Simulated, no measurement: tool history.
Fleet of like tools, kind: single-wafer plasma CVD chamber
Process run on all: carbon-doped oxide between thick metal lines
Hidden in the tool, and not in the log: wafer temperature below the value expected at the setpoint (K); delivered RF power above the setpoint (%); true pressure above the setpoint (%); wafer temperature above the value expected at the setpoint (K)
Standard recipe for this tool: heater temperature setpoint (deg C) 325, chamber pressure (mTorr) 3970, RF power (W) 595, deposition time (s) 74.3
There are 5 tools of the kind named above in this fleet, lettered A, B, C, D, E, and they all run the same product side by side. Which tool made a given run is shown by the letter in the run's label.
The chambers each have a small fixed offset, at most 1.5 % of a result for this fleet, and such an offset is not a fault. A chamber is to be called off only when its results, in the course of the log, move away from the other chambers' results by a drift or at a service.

| run | hour | heater temperature setpoint (deg C) | chamber pressure (mTorr) | RF power (W) | deposition time (s) | hours since the last thermocouple change | hours since the last RF generator calibration | hours since the last manometer calibration | read-back reference wafer on the same gauge, thickness_nm | mean film thickness on the monitor wafer (nm) |
|---|---|---|---|---|---|---|---|---|---|---|
| 1E | 4.9 | 325 | 3970 | 595 | 74.3 | 2110.9 | 255.7 | 1092.1 | 500.92 | 439.93 |
| 2B | 9.1 | 325 | 3970 | 595 | 74.3 | 2023.1 | 492.7 | 414.5 | 501.11 | 435.17 |
| 3C | 17.5 | 325 | 3970 | 595 | 74.3 | 516.5 | 583.1 | 684.1 | 500.71 | 438.78 |
| 4D | 27 | 325 | 3970 | 595 | 74.3 | 2755.7 | 674.8 | 387 | 500.91 | 436.7 |
| 5A | 33 | 325 | 3970 | 595 | 74.3 | 146.9 | 1524.5 | 408.2 | 500.82 | 432.2 |
| 6B | 37.4 | 325 | 3970 | 595 | 74.3 | 2051.4 | 521 | 442.8 | 500.77 | 437.26 |
| 7D | 44.5 | 325 | 3970 | 595 | 74.3 | 2773.2 | 692.3 | 404.5 | 501.14 | 431.1 |
| 8E | 49.1 | 325 | 3970 | 595 | 74.3 | 2155.1 | 299.9 | 1136.3 | 501.62 | 438.81 |
| 9C | 57.8 | 325 | 3970 | 595 | 74.3 | 556.8 | 623.4 | 724.4 | 500.88 | 435.93 |
| 10A | 67.1 | 325 | 3970 | 595 | 74.3 | 181 | 1558.6 | 442.3 | 501.04 | 431.25 |
|  | 72.2 | chamber B: thermocouple changed; heater temperature recalibrated |
| 11E | 73.3 | 325 | 3970 | 595 | 74.3 | 2179.3 | 324.1 | 1160.5 | 500.69 | 437.75 |
| 12B | 79.2 | 325 | 3970 | 595 | 74.3 | 7.1 | 562.8 | 484.6 | 501.18 | 436.6 |
| 13D | 87.8 | 332 | 3970 | 595 | 84.7 | 2816.5 | 735.6 | 447.8 | 500.84 | 483.01 |
| 14A | 94.8 | 332 | 3970 | 595 | 84.7 | 208.7 | 1586.3 | 470 | 500.88 | 481.33 |
| 15C | 100.2 | 332 | 3970 | 595 | 84.7 | 599.2 | 665.8 | 766.8 | 500.68 | 483.61 |
| 16D | 105.7 | 332 | 3970 | 595 | 84.7 | 2834.4 | 753.5 | 465.7 | 501.63 | 483.07 |
| 17B | 110.9 | 332 | 3970 | 595 | 84.7 | 38.8 | 594.5 | 516.3 | 501.54 | 490.89 |
| 18A | 117.7 | 325 | 3970 | 595 | 74.3 | 231.6 | 1609.2 | 492.9 | 501.19 | 432.11 |
| 19E | 122.2 | 325 | 3970 | 595 | 74.3 | 2228.2 | 373 | 1209.4 | 500.93 | 435.59 |
| 20C | 128 | 325 | 3970 | 595 | 74.3 | 627 | 693.6 | 794.6 | 501.22 | 437.77 |
| 21C | 133.8 | 325 | 3970 | 595 | 74.3 | 632.8 | 699.4 | 800.4 | 501.01 | 439.07 |
| 22A | 142.9 | 325 | 3970 | 535 | 85.9 | 256.8 | 1634.4 | 518.1 | 501.56 | 470.51 |
| 23D | 150.2 | 325 | 3970 | 535 | 85.9 | 2878.9 | 798 | 510.2 | 501.13 | 468.8 |
| 24E | 159.5 | 325 | 3970 | 535 | 85.9 | 2265.5 | 410.3 | 1246.7 | 501.76 | 475.98 |
| 25B | 167 | 325 | 3970 | 535 | 85.9 | 94.9 | 650.6 | 572.4 | 501.25 | 475.31 |
| 26D | 176.2 | 325 | 3970 | 535 | 85.9 | 2904.9 | 824 | 536.2 | 501.03 | 467.36 |
| 27B | 182.7 | 325 | 3970 | 595 | 74.3 | 110.6 | 666.3 | 588.1 | 501.64 | 434.92 |
| 28A | 190.7 | 325 | 3970 | 595 | 74.3 | 304.6 | 1682.2 | 565.9 | 501.55 | 432.96 |
| 29C | 197.1 | 325 | 3970 | 595 | 74.3 | 696.1 | 762.7 | 863.7 | 500.79 | 437.28 |
| 30E | 201.7 | 325 | 3970 | 595 | 74.3 | 2307.7 | 452.5 | 1288.9 | 500.7 | 437.51 |
| 31D | 209.4 | 325 | 3970 | 595 | 74.3 | 2938.1 | 857.2 | 569.4 | 500.6 | 431.09 |
| 32C | 215.1 | 325 | 3970 | 595 | 74.3 | 714.1 | 780.7 | 881.7 | 501.38 | 441.57 |
| 33A | 220.8 | 325 | 3970 | 595 | 74.3 | 334.7 | 1712.3 | 596 | 501.03 | 430.16 |
| 34E | 228.4 | 325 | 3970 | 595 | 74.3 | 2334.4 | 479.2 | 1315.6 | 501.66 | 436.79 |
| 35B | 236.7 | 325 | 3970 | 595 | 74.3 | 164.6 | 720.3 | 642.1 | 501.08 | 439.7 |

Next, all 5 chambers run the settings below, one line each with question marks for the results. What does each chamber give?
| 36A | 243.6 | 325 | 3970 | 560 | 74.3 |  |  |  |  | ? |
| 36B | 243.6 | 325 | 3970 | 560 | 74.3 |  |  |  |  | ? |
| 36C | 243.6 | 325 | 3970 | 560 | 74.3 |  |  |  |  | ? |
| 36D | 243.6 | 325 | 3970 | 560 | 74.3 |  |  |  |  | ? |
| 36E | 243.6 | 325 | 3970 | 560 | 74.3 |  |  |  |  | ? |

| run | mean film thickness on the monitor wafer (nm) |
|---|---|
| 36A | 418.3 |
| 36B | 418.27 |
| 36C | 421.68 |
| 36D | 416.56 |
| 36E | 422.13 |
